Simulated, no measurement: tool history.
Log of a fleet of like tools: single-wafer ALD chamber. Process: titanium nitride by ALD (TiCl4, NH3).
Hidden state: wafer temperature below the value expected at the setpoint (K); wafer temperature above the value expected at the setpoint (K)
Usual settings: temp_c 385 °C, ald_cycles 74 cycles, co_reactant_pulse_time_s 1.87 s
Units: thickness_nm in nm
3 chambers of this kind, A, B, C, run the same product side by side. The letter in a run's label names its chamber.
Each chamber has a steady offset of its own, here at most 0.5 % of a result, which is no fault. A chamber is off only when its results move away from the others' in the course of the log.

run	hour	temp_c	ald_cycles	co_reactant_pulse_time_s	hours since the last thermocouple change	read-back reference wafer on the same gauge, thickness_nm	thickness_nm
1A	8.5	385	74	1.87	984.1	1.6807	1.6063
2C	23.3	385	74	1.87	1923.7	1.6807	1.6056
3B	36.9	385	74	1.87	1569	1.6814	1.6033
4B	51	385	74	1.87	1583.1	1.6817	1.6093
5A	63.3	385	74	1.87	1038.9	1.6826	1.6054
6C	72.2	385	74	1.87	1972.6	1.682	1.6074
7C	82.7	385	74	1.87	1983.1	1.6833	1.6095
8A	94	385	85	1.87	1069.6	1.6826	1.8464
9B	108.4	385	85	1.87	1640.5	1.6839	1.8486
10A	116.2	385	85	1.87	1091.8	1.6836	1.8477
11B	128.2	385	74	1.87	1660.3	1.6841	1.6108
12C	139.3	385	74	1.87	2039.7	1.6848	1.611
13B	147.3	385	74	1.87	1679.4	1.6855	1.6069
14A	158	385	74	1.87	1133.6	1.685	1.61
15C	169.6	385	74	1.87	2070	1.6856	1.6063
16C	176.8	385	74	1.87	2077.2	1.6859	1.6064
17A	187.4	385	74	1.87	1163	1.6858	1.6113
18B	197.6	385	74	1.87	1729.7	1.6863	1.617
19B	208.8	385	74	1.87	1740.9	1.6868	1.6147
20A	220.1	385	74	1.87	1195.7	1.687	1.6126
21C	233.5	385	74	1.87	2133.9	1.6877	1.6069
22B	248.8	385	74	1.87	1780.9	1.6885	1.614
23A	256.9	385	74	1.87	1232.5	1.6885	1.6152

All 3 chambers run these settings next. Forecast each chamber's results:
24A	268.4	385	74	1.87			?
24B	268.4	385	74	1.87			?
24C	268.4	385	74	1.87			?

run	thickness_nm
24A	1.6116
24B	1.6122
24C	1.6121
